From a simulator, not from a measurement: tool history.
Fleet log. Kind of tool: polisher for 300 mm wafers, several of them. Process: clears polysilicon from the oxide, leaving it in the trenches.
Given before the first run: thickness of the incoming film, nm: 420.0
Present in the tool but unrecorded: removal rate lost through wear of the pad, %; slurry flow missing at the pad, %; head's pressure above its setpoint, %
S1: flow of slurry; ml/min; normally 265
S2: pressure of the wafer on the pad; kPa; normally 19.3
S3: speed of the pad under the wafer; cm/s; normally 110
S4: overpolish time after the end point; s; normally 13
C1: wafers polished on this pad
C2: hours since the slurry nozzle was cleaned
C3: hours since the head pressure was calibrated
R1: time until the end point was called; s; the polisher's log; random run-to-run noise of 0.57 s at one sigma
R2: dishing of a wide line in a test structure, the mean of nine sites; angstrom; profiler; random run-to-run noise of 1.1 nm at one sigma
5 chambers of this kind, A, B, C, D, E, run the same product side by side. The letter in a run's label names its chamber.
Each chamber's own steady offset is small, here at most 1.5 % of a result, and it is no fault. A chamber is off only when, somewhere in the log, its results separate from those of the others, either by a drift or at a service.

run	day	S1	S2	S3	S4	C1	C2	C3	R1	R2
1A	0.271	265	19.3	110	13	505	477.2	1172.2	30.799	488.21
2D	0.596	265	19.3	110	13	1349	46.3	309	30.661	482.08
# day 0.825: chamber C: worn pad replaced by a new one
3E	0.867	265	19.3	110	13	250	289.3	106.6	31.479	472.94
4C	1.142	265	19.3	110	13	64	158.1	126.1	32.675	501.5
# day 1.342: chamber B: worn pad replaced by a new one
# day 1.488: chamber A: head pressure recalibrated
5B	1.633	265	19.3	110	13	59	200.5	108.7	32.635	502.16
# day 1.679: chamber D: worn pad replaced by a new one
6A	1.967	265	19.3	110	13	848	517.9	11.6	32.243	502.23
7B	2.371	185	19.3	92	13	208	218.2	126.4	39.596	492.87
8D	2.621	185	19.3	92	13	191	94.9	357.6	38.733	474.59
9C	2.879	185	19.3	92	13	416	199.8	167.8	40.98	454.9
# day 3.15: chamber A: worn pad replaced by a new one
10E	3.279	185	19.3	92	13	739	347.2	164.5	40.049	485.7
# day 3.475: chamber E: worn pad replaced by a new one
11B	3.596	185	19.3	92	13	457	247.6	155.8	38.856	468.2
12E	4.046	265	19.3	110	13	115	365.6	182.9	30.486	499.9
# day 4.338: chamber B: slurry nozzle cleaned
13D	4.442	265	19.3	110	13	560	138.6	401.3	30.541	495.5
14A	4.85	265	19.3	110	13	344	587.1	80.8	30.877	498.89
15C	5.133	265	19.3	110	13	873	253.9	221.9	32.376	504.24
# day 5.212: chamber C: slurry nozzle cleaned
16D	5.538	265	19.3	110	13	782	164.9	427.6	30.81	480.58
17E	5.992	265	19.3	110	13	510	412.3	229.6	31.56	512.29
# day 6.179: chamber C: worn pad replaced by a new one
18C	6.454	265	19.3	110	13	55	29.8	253.6	31.636	505.42
19A	6.704	265	19.3	110	13	720	631.6	125.3	31.656	495.82
# day 6.833: chamber B: worn pad replaced by a new one
20B	7.238	265	19.3	110	13	82	69.6	243.2	31.72	478.83
21E	7.562	330	13.1	110	13	828	450	267.3	46.097	458.45
22B	7.925	330	13.1	110	13	221	86.1	259.7	44.684	457.8
# day 8.071: chamber D: worn pad replaced by a new one
23D	8.283	330	13.1	110	13	43	230.8	493.5	45.842	462.12
# day 8.417: chamber E: worn pad replaced by a new one
24A	8.717	330	13.1	110	13	1128	679.9	173.6	46.011	466.81
# day 8.988: chamber E: slurry nozzle cleaned
# day 9.054: chamber D: slurry nozzle cleaned
25C	9.192	330	13.1	110	13	610	95.5	319.3	44.359	451.62
# day 9.675: chamber A: slurry nozzle cleaned
26B	9.692	265	19.3	110	13	579	128.5	302.1	32.857	485.65
# day 9.9: chamber A: worn pad replaced by a new one
27C	9.962	265	19.3	110	13	767	114	337.8	30.743	493.36
28D	10.483	265	19.3	110	13	489	34.3	546.3	31.509	494.06
29E	10.888	265	19.3	110	13	501	45.6	347.1	31.017	521.62
# day 11.354: chamber C: worn pad replaced by a new one
30A	11.383	265	24.1	110	11	300	41.1	237.6	25.499	502.63
31B	11.617	265	24.1	110	11	970	174.7	348.3	25.42	526.99
32A	11.85	265	24.1	110	11	395	52.3	248.8	25.499	508.1
33C	12.388	265	24.1	110	11	210	172.2	396	24.748	501.03
34E	12.717	265	24.1	110	11	872	89.5	391	24.834	493.99
35D	13.071	265	19.3	110	13	1013	96.4	608.4	31.499	473.24

Predict what each chamber gives when all 5 of them run the settings below next.
36A	13.458	265	19.3	110	13				?	?
36B	13.458	265	19.3	110	13				?	?
36C	13.458	265	19.3	110	13				?	?
36D	13.458	265	19.3	110	13				?	?
36E	13.458	265	19.3	110	13				?	?

run	R1	R2
36A	31.493	487.72
36B	32.137	486.78
36C	31.656	511.17
36D	31.132	485.66
36E	31.234	486.8
